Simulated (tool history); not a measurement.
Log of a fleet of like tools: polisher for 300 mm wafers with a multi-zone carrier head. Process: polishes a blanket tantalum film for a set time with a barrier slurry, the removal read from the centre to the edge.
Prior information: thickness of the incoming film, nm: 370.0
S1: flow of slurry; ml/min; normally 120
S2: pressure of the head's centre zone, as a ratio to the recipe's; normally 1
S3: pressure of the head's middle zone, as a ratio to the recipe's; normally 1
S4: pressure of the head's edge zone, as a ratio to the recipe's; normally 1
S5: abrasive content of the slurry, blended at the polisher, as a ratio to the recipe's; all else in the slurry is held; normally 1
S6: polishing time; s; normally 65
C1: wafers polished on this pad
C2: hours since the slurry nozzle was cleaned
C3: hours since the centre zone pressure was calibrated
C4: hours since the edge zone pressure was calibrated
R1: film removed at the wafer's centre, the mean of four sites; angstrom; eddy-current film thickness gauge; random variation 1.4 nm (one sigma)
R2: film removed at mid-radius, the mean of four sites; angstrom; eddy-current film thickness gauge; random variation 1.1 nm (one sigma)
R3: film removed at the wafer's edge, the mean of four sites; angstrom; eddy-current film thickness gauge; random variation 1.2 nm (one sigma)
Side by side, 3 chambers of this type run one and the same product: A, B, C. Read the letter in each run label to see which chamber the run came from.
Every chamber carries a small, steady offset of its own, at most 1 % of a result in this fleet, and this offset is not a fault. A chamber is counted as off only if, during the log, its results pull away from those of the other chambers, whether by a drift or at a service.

Run 1A, hour 5.5: usual settings; C1 1119; C2 520.1; C3 1223.2; C4 112.3. Result: R1 954.38 angstrom, R2 957.91 angstrom, R3 953.09 angstrom.
At hour 5.9: chamber A: worn pad replaced by a new one.
Run 2C, hour 15.2: usual settings; C1 349; C2 332.9; C3 282.4; C4 27.3. Result: R1 946.3 angstrom, R2 954.02 angstrom, R3 960.42 angstrom.
Run 3B, hour 27.6: usual settings; C1 460; C2 471.6; C3 256.3; C4 372.4. Result: R1 966.64 angstrom, R2 953.55 angstrom, R3 962.8 angstrom.
Run 4B, hour 36.1: usual settings; C1 525; C2 480.1; C3 264.8; C4 380.9. Result: R1 945.1 angstrom, R2 968.9 angstrom, R3 945.36 angstrom.
At hour 40.4: chamber C: worn pad replaced by a new one.
At hour 40.8: chamber B: worn pad replaced by a new one.
Run 5C, hour 45.3: usual settings; C1 37; C2 363; C3 312.5; C4 57.4. Result: R1 965.88 angstrom, R2 958.67 angstrom, R3 954.85 angstrom.
Run 6A, hour 55.7: usual settings; C1 381; C2 570.3; C3 1273.4; C4 162.5. Result: R1 943.93 angstrom, R2 964.38 angstrom, R3 936.76 angstrom.
Run 7A, hour 68.4: usual settings; C1 479; C2 583; C3 1286.1; C4 175.2. Result: R1 961.18 angstrom, R2 950.83 angstrom, R3 952.64 angstrom.
At hour 78.1: chamber A: centre zone pressure recalibrated.
Run 8C, hour 80.4: usual settings; C1 306; C2 398.1; C3 347.6; C4 92.5. Result: R1 937 angstrom, R2 945.33 angstrom, R3 959.88 angstrom.
Run 9B, hour 92.4: usual settings; C1 395; C2 536.4; C3 321.1; C4 437.2. Result: R1 959.79 angstrom, R2 944.57 angstrom, R3 948.11 angstrom.
Run 10A, hour 101.3: usual settings; C1 731; C2 615.9; C3 23.2; C4 208.1. Result: R1 934.83 angstrom, R2 975.6 angstrom, R3 965.18 angstrom.
At hour 103.3: chamber C: worn pad replaced by a new one.
At hour 108.1: chamber B: worn pad replaced by a new one.
Run 11C, hour 110.2: usual settings; C1 53; C2 427.9; C3 377.4; C4 122.3. Result: R1 940.43 angstrom, R2 957.19 angstrom, R3 948.52 angstrom.
Run 12B, hour 120.5: usual settings; C1 94; C2 564.5; C3 349.2; C4 465.3. Result: R1 952.15 angstrom, R2 969.25 angstrom, R3 964.3 angstrom.
At hour 125.3: chamber B: slurry nozzle cleaned.
Run 13B, hour 133: usual settings; C1 190; C2 7.8; C3 361.7; C4 477.8. Result: R1 961.67 angstrom, R2 964.37 angstrom, R3 970.24 angstrom.
Run 14C, hour 145.3: usual settings; C1 322; C2 463; C3 412.5; C4 157.4. Result: R1 919.73 angstrom, R2 920.33 angstrom, R3 930.05 angstrom.
Run 15A, hour 151.5: usual settings but S6 49 s; C1 1115; C2 666.1; C3 73.4; C4 258.3. Result: R1 732.16 angstrom, R2 726.94 angstrom, R3 728.67 angstrom.
Run 16A, hour 163.1: usual settings but S6 49 s; C1 1204; C2 677.7; C3 85; C4 269.9. Result: R1 722.78 angstrom, R2 728.27 angstrom, R3 726.67 angstrom.
At hour 166.4: chamber A: worn pad replaced by a new one.
Run 17C, hour 171.2: usual settings but S6 49 s; C1 520; C2 488.9; C3 438.4; C4 183.3. Result: R1 691.25 angstrom, R2 697.17 angstrom, R3 716.23 angstrom.
At hour 171.4: chamber C: worn pad replaced by a new one.
Run 18B, hour 180.2: usual settings; C1 552; C2 55; C3 408.9; C4 525. Result: R1 978.9 angstrom, R2 948.02 angstrom, R3 969.25 angstrom.
Run 19C, hour 188.4: usual settings; C1 130; C2 506.1; C3 455.6; C4 200.5. Result: R1 878.74 angstrom, R2 909.69 angstrom, R3 932.62 angstrom.
At hour 189: chamber B: worn pad replaced by a new one.
Run 20B, hour 199.4: usual settings; C1 79; C2 74.2; C3 428.1; C4 544.2. Result: R1 981.53 angstrom, R2 962.94 angstrom, R3 946.28 angstrom.
Run 21A, hour 206.6: usual settings; C1 308; C2 721.2; C3 128.5; C4 313.4. Result: R1 963.63 angstrom, R2 953.41 angstrom, R3 960.99 angstrom.
Run 22C, hour 212.9: usual settings; C1 318; C2 530.6; C3 480.1; C4 225. Result: R1 895.22 angstrom, R2 904.74 angstrom, R3 925.7 angstrom.
Run 23B, hour 223.4: usual settings; C1 263; C2 98.2; C3 452.1; C4 568.2. Result: R1 957.07 angstrom, R2 972.69 angstrom, R3 954.5 angstrom.

Each of the 3 chambers runs these same settings next. Fill in every chamber's results:
Run 24A, hour 232.5: usual settings but S5 0.85. Result: R1 ?, R2 ?, R3 ?.
Run 24B, hour 232.5: usual settings but S5 0.85. Result: R1 ?, R2 ?, R3 ?.
Run 24C, hour 232.5: usual settings but S5 0.85. Result: R1 ?, R2 ?, R3 ?.

run      R1      R2      R3
24A  923.03   905.8  917.17
24B  938.49  905.76  906.96
24C  838.46  829.97  868.77

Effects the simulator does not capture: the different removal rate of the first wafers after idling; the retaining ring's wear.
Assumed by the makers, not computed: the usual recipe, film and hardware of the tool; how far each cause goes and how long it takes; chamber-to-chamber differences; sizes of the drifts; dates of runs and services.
